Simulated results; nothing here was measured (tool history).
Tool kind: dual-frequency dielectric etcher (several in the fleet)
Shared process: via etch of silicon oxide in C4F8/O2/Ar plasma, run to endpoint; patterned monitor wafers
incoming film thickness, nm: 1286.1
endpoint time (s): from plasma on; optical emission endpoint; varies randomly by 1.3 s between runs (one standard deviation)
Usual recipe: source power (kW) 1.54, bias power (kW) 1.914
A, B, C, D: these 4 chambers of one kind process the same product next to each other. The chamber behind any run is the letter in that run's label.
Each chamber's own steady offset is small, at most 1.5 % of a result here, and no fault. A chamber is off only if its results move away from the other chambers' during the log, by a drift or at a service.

run   hour  source power (kW)  bias power (kW)  endpoint time (s)
 1A    6.1               1.54            1.914             283.94
 2B   18.9               1.54            1.914             284.13
 3D     27               1.54            1.914             284.98
 4C   35.6               1.54            1.914             289.29
      39.9  -- chamber D: wet clean of the chamber
 5C   47.6               1.54            1.914             287.59
 6D   58.4               1.54            1.515              305.2
 7B   65.3               1.54            1.515             302.37
 8A   72.1               1.54            1.515             302.91
 9C   80.3               1.54            1.515             308.04
10B   90.2               1.54            1.914             286.46
11D   99.5               1.54            1.914             285.75
12A  106.1               1.54            1.914             277.99
13B    115               1.54            1.914                283
     123.7  -- chamber A: bias power generator calibrated
14C  128.3               1.54            1.914             288.43
15D  136.1               1.54            1.914             286.07
16A  149.5               1.54            1.914             276.28
17D  161.6               1.54            1.914             283.64
18C  174.3               1.68            2.126             271.37
19A  185.5               1.68            2.126             256.95
20B  195.1               1.68            2.126             266.96
     197.8  -- chamber C: wet clean of the chamber
21A  201.2               1.68            2.126             258.96
22B  209.4               1.54            1.914             284.37
23D  215.5               1.54            1.914             282.48
24C  228.3               1.54            1.914              289.1
25B  240.4               1.54            1.914             283.56
26A    249               1.54            1.914             272.05
27C  257.1               1.54            1.914             287.52
28D  267.1               1.54            1.914             284.28
29C  276.8               1.54            1.914              288.3
30A    288               1.54            1.914             269.01
31D  301.3               1.54            1.914             284.91
32B    314               1.54            1.914             283.54
33D  327.1               1.54            1.914             283.35

For the next run the whole fleet of 4 chambers uses the same settings. Give each chamber's results:
34A  336.8               1.75            1.914                  ?
34B  336.8               1.75            1.914                  ?
34C  336.8               1.75            1.914                  ?
34D  336.8               1.75            1.914                  ?

run  endpoint time (s)
34A                257
34B             268.67
34C             274.35
34D             271.88
